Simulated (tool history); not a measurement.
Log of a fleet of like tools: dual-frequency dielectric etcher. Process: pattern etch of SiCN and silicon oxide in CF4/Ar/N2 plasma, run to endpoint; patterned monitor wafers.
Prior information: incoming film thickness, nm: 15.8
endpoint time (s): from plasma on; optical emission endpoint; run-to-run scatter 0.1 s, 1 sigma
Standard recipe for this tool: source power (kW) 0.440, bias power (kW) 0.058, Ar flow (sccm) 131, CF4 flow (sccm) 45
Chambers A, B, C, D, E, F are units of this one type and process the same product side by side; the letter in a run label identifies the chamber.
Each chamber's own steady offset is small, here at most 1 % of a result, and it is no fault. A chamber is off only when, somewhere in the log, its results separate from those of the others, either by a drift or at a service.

run	day	source power (kW)	bias power (kW)	Ar flow (sccm)	CF4 flow (sccm)	endpoint time (s)
1C	0.450	0.440	0.058	131	45	22.738
2B	0.746	0.440	0.058	131	45	22.799
3A	1.196	0.440	0.058	131	45	22.813
# day 1.333: chamber C: wet clean of the chamber
4D	1.567	0.440	0.058	131	45	22.805
5F	2.067	0.440	0.058	131	45	22.742
6E	2.604	0.440	0.058	131	45	22.916
7E	2.979	0.440	0.058	131	45	22.972
8F	3.525	0.440	0.058	155	56	22.565
9C	3.908	0.440	0.058	155	56	22.356
# day 4.267: chamber E: Ar flow controller replaced
10D	4.517	0.440	0.058	155	56	22.752
11A	5.146	0.440	0.058	155	56	22.495
12B	5.562	0.440	0.058	155	56	22.544
# day 5.821: chamber B: wet clean of the chamber
13D	5.962	0.440	0.058	155	56	22.612
# day 6.050: chamber F: Ar flow controller replaced
14A	6.550	0.490	0.067	131	45	19.862
15F	7.142	0.490	0.067	131	45	19.687
16C	7.646	0.490	0.067	131	45	19.718
17B	8.271	0.490	0.067	131	45	19.758
18E	8.892	0.490	0.067	131	45	19.887
19F	9.233	0.490	0.067	131	45	19.760
# day 9.371: chamber A: wet clean of the chamber
# day 9.375: chamber F: source power generator calibrated
# day 9.625: chamber D: bias power generator calibrated
20E	9.721	0.440	0.058	131	45	22.863
21C	10.288	0.440	0.058	131	45	22.659
22A	10.642	0.440	0.058	131	45	23.650
# day 10.708: chamber F: wet clean of the chamber
23D	10.929	0.440	0.058	131	45	22.803
24B	11.575	0.440	0.058	131	45	22.641
# day 11.783: chamber E: bias power generator calibrated
25F	11.908	0.440	0.058	131	45	22.933
26E	12.488	0.440	0.058	131	45	22.934
# day 12.571: chamber C: source power generator calibrated
27D	12.825	0.440	0.058	131	45	22.834
28A	13.429	0.440	0.058	131	45	23.693
29C	14.017	0.440	0.058	131	45	22.807
30B	14.333	0.440	0.058	131	45	22.710
31A	14.800	0.440	0.058	131	45	23.628
32C	15.292	0.440	0.058	131	45	22.888
33F	15.908	0.440	0.058	131	45	22.874
34B	16.308	0.440	0.058	131	45	22.852
35D	16.733	0.440	0.058	131	45	22.796
36E	17.138	0.440	0.058	131	45	22.899
37D	17.725	0.440	0.058	131	45	22.948
# day 17.962: chamber A: source power generator calibrated
38F	18.079	0.440	0.058	131	45	22.796
39A	18.512	0.440	0.058	131	45	23.574
40C	18.804	0.440	0.058	131	45	22.761
41B	19.350	0.440	0.058	131	45	22.815
42E	19.842	0.440	0.058	131	45	22.929

What goes on in this fleet: one chamber off, a drifting gauge, or nothing beyond the chambers' own small offsets? Name the chamber and the cause, if any.

Chamber A has stood off from the others ever since a service on it.
What lies behind it: etch rate under this chamber's usual, % = 2.86.

Chamber A could run next with any of the 4 candidate recipes listed below; each alters the usual settings, and their results appear as question marks. Which one brings its results back in line with what the other chambers deliver on the usual settings?
To be in line, a result may differ from the other chambers' mean on the usual settings by at most: endpoint time (s) 0.360
43A-1	20.308	0.450	0.059	130	45	?
43A-2	20.308	0.440	0.058	131	37	?
43A-3	20.308	0.440	0.067	131	45	?
43A-4	20.308	0.420	0.057	133	44	?

Usual-settings mean across the other chambers: endpoint time (s) 22.838
run	endpoint time (s)
43A-1	22.928
43A-2	24.408
43A-3	22.319
43A-4	24.845
The answer is 43A-1, which returns the chamber to within the allowed miss of the others.
